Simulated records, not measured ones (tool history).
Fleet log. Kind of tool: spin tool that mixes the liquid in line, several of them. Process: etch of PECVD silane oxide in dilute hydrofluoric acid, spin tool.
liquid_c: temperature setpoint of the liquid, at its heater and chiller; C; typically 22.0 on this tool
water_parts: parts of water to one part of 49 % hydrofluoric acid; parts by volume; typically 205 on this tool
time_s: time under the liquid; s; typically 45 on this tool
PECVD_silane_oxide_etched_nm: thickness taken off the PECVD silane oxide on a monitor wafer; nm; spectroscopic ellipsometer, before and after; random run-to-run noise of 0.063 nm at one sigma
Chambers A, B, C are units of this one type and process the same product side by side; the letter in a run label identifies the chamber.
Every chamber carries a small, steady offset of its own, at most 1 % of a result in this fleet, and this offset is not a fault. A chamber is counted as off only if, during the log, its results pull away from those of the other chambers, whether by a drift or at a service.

run    day  liquid_c  water_parts  time_s  hours since the thermometer was replaced  hours since the hydrofluoric acid flow meter was replaced  read-back film thickness of the PECVD silane oxide reference wafer, read on the same gauge (nm)  PECVD_silane_oxide_etched_nm
 1C  0.512      22.0          205      45                                    1189.9                                                      380.5                                                                                           120.03                        9.2328
 2A  0.838      22.0          205      45                                    2046.0                                                     1128.6                                                                                           120.00                        9.1526
 3B  1.071      22.0          205      45                                     126.5                                                     1320.0                                                                                           120.03                        9.1076
 4B  1.554      22.0          205      45                                     138.1                                                     1331.6                                                                                           120.00                        8.9968
 5C  1.971      22.0          205      45                                    1224.9                                                      415.5                                                                                           120.00                        9.1319
 6A  2.358      22.0          205      45                                    2082.5                                                     1165.1                                                                                           120.01                        9.2180
     2.642  -- chamber A: thermometer replaced
 7A  2.838      22.0          205      45                                       4.7                                                     1176.6                                                                                           119.98                        9.0939
 8B  3.162      22.0          205      45                                     176.7                                                     1370.2                                                                                           119.99                        9.1735
 9C  3.654      23.5          135      45                                    1265.3                                                      455.9                                                                                           119.95                       15.8330
10A  4.079      23.5          135      45                                      34.5                                                     1206.4                                                                                           120.01                       15.8830
11B  4.558      23.5          135      45                                     210.2                                                     1403.7                                                                                           119.98                       15.4540
12C  4.792      22.0          205      45                                    1292.6                                                      483.2                                                                                           119.99                        9.0815
13A  5.200      22.0          205      35                                      61.4                                                     1233.3                                                                                           120.01                        7.0222
14C  5.483      22.0          205      35                                    1309.2                                                      499.8                                                                                           119.97                        6.9796
15B  5.867      22.0          205      35                                     241.6                                                     1435.1                                                                                           120.04                        6.7699
16B  6.212      22.0          205      45                                     249.9                                                     1443.4                                                                                           120.04                        8.7097
17C  6.546      22.0          205      45                                    1334.7                                                      525.3                                                                                           120.02                        9.1977
18A  6.992      22.0          205      45                                     104.4                                                     1276.3                                                                                           119.98                        9.0361
19C  7.325      22.0          205      45                                    1353.4                                                      544.0                                                                                           120.01                        9.1317
20A  7.771      22.0          205      45                                     123.1                                                     1295.0                                                                                           119.97                        9.0266
     7.921  -- chamber C: hydrofluoric acid flow meter replaced
21B  8.292      22.0          205      45                                     299.8                                                     1493.3                                                                                           120.01                        8.3964
22A  8.612      22.0          205      45                                     143.3                                                     1315.2                                                                                           119.99                        9.1189
23B  9.092      22.0          205      45                                     319.0                                                     1512.5                                                                                           120.06                        8.2438
24C  9.346      22.0          205      30                                    1401.9                                                       34.2                                                                                           119.99                        6.0420

Each of the 3 chambers runs these same settings next. Fill in every chamber's results:
25A  9.725      19.0          205      45                                                                                                                                                                                                                                   ?
25B  9.725      19.0          205      45                                                                                                                                                                                                                                   ?
25C  9.725      19.0          205      45                                                                                                                                                                                                                                   ?

run  PECVD_silane_oxide_etched_nm
25A                        8.1443
25B                        7.3876
25C                        8.0291
